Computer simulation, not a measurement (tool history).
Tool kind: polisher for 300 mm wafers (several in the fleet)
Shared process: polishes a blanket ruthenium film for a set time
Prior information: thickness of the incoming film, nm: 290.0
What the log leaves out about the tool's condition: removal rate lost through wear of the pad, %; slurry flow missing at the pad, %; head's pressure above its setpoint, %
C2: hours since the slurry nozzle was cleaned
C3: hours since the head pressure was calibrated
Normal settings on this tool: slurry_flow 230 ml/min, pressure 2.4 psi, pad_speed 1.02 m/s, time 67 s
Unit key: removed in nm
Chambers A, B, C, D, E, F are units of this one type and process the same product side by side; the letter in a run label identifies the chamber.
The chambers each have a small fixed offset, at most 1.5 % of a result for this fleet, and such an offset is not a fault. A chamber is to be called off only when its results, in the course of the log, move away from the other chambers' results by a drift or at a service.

run 1C hour=5.2 | slurry_flow=230 pressure=2.4 pad_speed=1.02 time=67 | wafers_polished_on_this_pad=252 C2=439.3 C3=588.5 | removed=76.898
-- hour=11.2 chamber E: worn pad replaced by a new one
run 2B hour=11.8 | slurry_flow=230 pressure=2.4 pad_speed=1.02 time=67 | wafers_polished_on_this_pad=1175 C2=239.7 C3=576.8 | removed=74.979
-- hour=15.3 chamber A: worn pad replaced by a new one
-- hour=18.0 chamber B: worn pad replaced by a new one
run 3A hour=20.3 | slurry_flow=230 pressure=2.4 pad_speed=1.02 time=67 | wafers_polished_on_this_pad=69 C2=79.8 C3=402.0 | removed=74.752
run 4D hour=26.0 | slurry_flow=230 pressure=2.4 pad_speed=1.02 time=67 | wafers_polished_on_this_pad=554 C2=188.9 C3=259.2 | removed=76.305
run 5F hour=31.7 | slurry_flow=230 pressure=2.4 pad_speed=1.02 time=67 | wafers_polished_on_this_pad=604 C2=166.2 C3=1233.3 | removed=75.674
-- hour=32.0 chamber F: worn pad replaced by a new one
run 6E hour=40.7 | slurry_flow=230 pressure=2.4 pad_speed=1.02 time=67 | wafers_polished_on_this_pad=404 C2=323.1 C3=762.3 | removed=75.395
run 7A hour=49.6 | slurry_flow=230 pressure=2.4 pad_speed=1.02 time=67 | wafers_polished_on_this_pad=470 C2=109.1 C3=431.3 | removed=76.242
-- hour=55.1 chamber D: worn pad replaced by a new one
run 8E hour=58.7 | slurry_flow=230 pressure=2.4 pad_speed=1.02 time=67 | wafers_polished_on_this_pad=650 C2=341.1 C3=780.3 | removed=75.931
run 9F hour=64.6 | slurry_flow=230 pressure=2.0 pad_speed=1.02 time=85 | wafers_polished_on_this_pad=446 C2=199.1 C3=1266.2 | removed=78.935
-- hour=66.2 chamber C: worn pad replaced by a new one
run 10C hour=70.3 | slurry_flow=230 pressure=2.0 pad_speed=1.02 time=85 | wafers_polished_on_this_pad=56 C2=504.4 C3=653.6 | removed=81.632
-- hour=71.6 chamber A: worn pad replaced by a new one
-- hour=72.4 chamber E: slurry nozzle cleaned
run 11B hour=74.8 | slurry_flow=230 pressure=2.0 pad_speed=1.02 time=85 | wafers_polished_on_this_pad=777 C2=302.7 C3=639.8 | removed=80.201
-- hour=75.6 chamber F: worn pad replaced by a new one
-- hour=79.6 chamber B: head pressure recalibrated
run 12D hour=80.7 | slurry_flow=230 pressure=2.0 pad_speed=1.02 time=85 | wafers_polished_on_this_pad=350 C2=243.6 C3=313.9 | removed=79.032
-- hour=81.3 chamber F: head pressure recalibrated
run 13F hour=87.4 | slurry_flow=230 pressure=2.0 pad_speed=1.02 time=85 | wafers_polished_on_this_pad=161 C2=221.9 C3=6.2 | removed=86.390
-- hour=90.8 chamber B: worn pad replaced by a new one
run 14B hour=91.4 | slurry_flow=230 pressure=2.0 pad_speed=1.02 time=85 | wafers_polished_on_this_pad=8 C2=319.3 C3=11.9 | removed=81.038
-- hour=96.6 chamber E: head pressure recalibrated
run 15C hour=96.8 | slurry_flow=230 pressure=2.4 pad_speed=1.02 time=67 | wafers_polished_on_this_pad=419 C2=530.9 C3=680.1 | removed=77.085
run 16A hour=103.6 | slurry_flow=230 pressure=2.4 pad_speed=1.02 time=67 | wafers_polished_on_this_pad=438 C2=163.1 C3=485.3 | removed=74.796
run 17D hour=111.3 | slurry_flow=230 pressure=2.4 pad_speed=1.02 time=67 | wafers_polished_on_this_pad=769 C2=274.2 C3=344.5 | removed=75.554
-- hour=113.3 chamber D: worn pad replaced by a new one
-- hour=114.8 chamber F: slurry nozzle cleaned
-- hour=117.0 chamber E: worn pad replaced by a new one
-- hour=117.4 chamber C: slurry nozzle cleaned
run 18E hour=120.0 | slurry_flow=230 pressure=2.4 pad_speed=1.02 time=67 | wafers_polished_on_this_pad=41 C2=47.7 C3=23.5 | removed=75.308
-- hour=123.8 chamber F: worn pad replaced by a new one
run 19C hour=127.7 | slurry_flow=230 pressure=2.4 pad_speed=1.02 time=67 | wafers_polished_on_this_pad=841 C2=10.3 C3=711.0 | removed=75.358
-- hour=127.9 chamber A: worn pad replaced by a new one
run 20D hour=132.1 | slurry_flow=230 pressure=2.4 pad_speed=1.02 time=67 | wafers_polished_on_this_pad=257 C2=295.0 C3=365.3 | removed=75.502
run 21A hour=136.1 | slurry_flow=230 pressure=2.4 pad_speed=1.02 time=67 | wafers_polished_on_this_pad=112 C2=195.6 C3=517.8 | removed=74.628
-- hour=138.3 chamber C: worn pad replaced by a new one
run 22F hour=142.5 | slurry_flow=230 pressure=2.4 pad_speed=1.02 time=67 | wafers_polished_on_this_pad=256 C2=27.8 C3=61.3 | removed=81.052
run 23E hour=148.3 | slurry_flow=230 pressure=2.4 pad_speed=1.02 time=67 | wafers_polished_on_this_pad=428 C2=76.0 C3=51.8 | removed=76.730
run 24B hour=154.5 | slurry_flow=230 pressure=2.4 pad_speed=1.02 time=67 | wafers_polished_on_this_pad=871 C2=382.4 C3=75.0 | removed=76.634
run 25B hour=161.9 | slurry_flow=230 pressure=2.4 pad_speed=1.02 time=67 | wafers_polished_on_this_pad=972 C2=389.8 C3=82.4 | removed=76.210
-- hour=166.0 chamber B: worn pad replaced by a new one
run 26D hour=169.1 | slurry_flow=230 pressure=2.4 pad_speed=1.02 time=67 | wafers_polished_on_this_pad=763 C2=332.0 C3=402.3 | removed=75.759
-- hour=170.3 chamber F: worn pad replaced by a new one
run 27F hour=173.0 | slurry_flow=230 pressure=2.4 pad_speed=1.02 time=67 | wafers_polished_on_this_pad=37 C2=58.3 C3=91.8 | removed=81.915
-- hour=174.9 chamber A: worn pad replaced by a new one
run 28C hour=180.4 | slurry_flow=230 pressure=2.4 pad_speed=1.02 time=67 | wafers_polished_on_this_pad=576 C2=63.0 C3=763.7 | removed=75.706
-- hour=180.5 chamber D: worn pad replaced by a new one
run 29A hour=185.4 | slurry_flow=230 pressure=2.4 pad_speed=1.02 time=67 | wafers_polished_on_this_pad=144 C2=244.9 C3=567.1 | removed=75.128
run 30E hour=192.3 | slurry_flow=230 pressure=2.4 pad_speed=1.02 time=67 | wafers_polished_on_this_pad=1030 C2=120.0 C3=95.8 | removed=75.752
-- hour=198.6 chamber E: worn pad replaced by a new one
run 31D hour=200.6 | slurry_flow=260 pressure=2.4 pad_speed=1.02 time=67 | wafers_polished_on_this_pad=275 C2=363.5 C3=433.8 | removed=76.967
-- hour=204.7 chamber C: worn pad replaced by a new one
run 32E hour=208.4 | slurry_flow=260 pressure=2.4 pad_speed=1.02 time=67 | wafers_polished_on_this_pad=135 C2=136.1 C3=111.9 | removed=77.366
run 33B hour=212.5 | slurry_flow=260 pressure=2.4 pad_speed=1.02 time=67 | wafers_polished_on_this_pad=637 C2=440.4 C3=133.0 | removed=76.556
run 34A hour=218.0 | slurry_flow=260 pressure=2.4 pad_speed=1.02 time=67 | wafers_polished_on_this_pad=590 C2=277.5 C3=599.7 | removed=75.052
-- hour=218.8 chamber F: worn pad replaced by a new one
-- hour=222.9 chamber A: worn pad replaced by a new one
run 35C hour=222.9 | slurry_flow=260 pressure=2.4 pad_speed=1.02 time=67 | wafers_polished_on_this_pad=249 C2=105.5 C3=806.2 | removed=77.424
run 36F hour=229.8 | slurry_flow=260 pressure=2.4 pad_speed=1.02 time=67 | wafers_polished_on_this_pad=151 C2=115.1 C3=148.6 | removed=83.692
run 37C hour=236.0 | slurry_flow=230 pressure=2.4 pad_speed=1.02 time=67 | wafers_polished_on_this_pad=428 C2=118.6 C3=819.3 | removed=74.988
run 38A hour=241.4 | slurry_flow=230 pressure=2.4 pad_speed=1.02 time=67 | wafers_polished_on_this_pad=253 C2=300.9 C3=623.1 | removed=76.331
-- hour=245.4 chamber D: worn pad replaced by a new one
run 39D hour=249.4 | slurry_flow=230 pressure=2.4 pad_speed=1.02 time=67 | wafers_polished_on_this_pad=55 C2=412.3 C3=482.6 | removed=76.978
run 40F hour=256.3 | slurry_flow=300 pressure=2.4 pad_speed=1.02 time=55 | wafers_polished_on_this_pad=513 C2=141.6 C3=175.1 | removed=69.549

Does one chamber stand apart from the rest, does the shared gauge drift, or is all well apart from small per-chamber offsets? Give the chamber and the most likely cause, where there is one.

After it was serviced, chamber F no longer matches the other chambers.
Most likely cause: head's pressure above its setpoint, % = 8.62.

Here are 4 candidates for chamber F's next run, each the usual settings with a change, their results left as question marks. Which one brings its results back in line with what the others give on the usual settings?
Counts as in line when no further than this from what the other chambers average on the usual settings: removed 2.500 nm
run 41F-1 hour=262.9 | slurry_flow=230 pressure=2.5 pad_speed=1.02 time=70 | removed=?
run 41F-2 hour=262.9 | slurry_flow=230 pressure=2.4 pad_speed=1.02 time=78 | removed=?
run 41F-3 hour=262.9 | slurry_flow=230 pressure=2.3 pad_speed=1.02 time=64 | removed=?
run 41F-4 hour=262.9 | slurry_flow=230 pressure=2.2 pad_speed=1.02 time=62 | removed=?

Other chambers, usual settings, mean: removed 75.671 nm
run=41F-1 removed=89.345
run=41F-2 removed=95.595
run=41F-3 removed=75.186
run=41F-4 removed=69.688
41F-3 brings the chamber back in line.
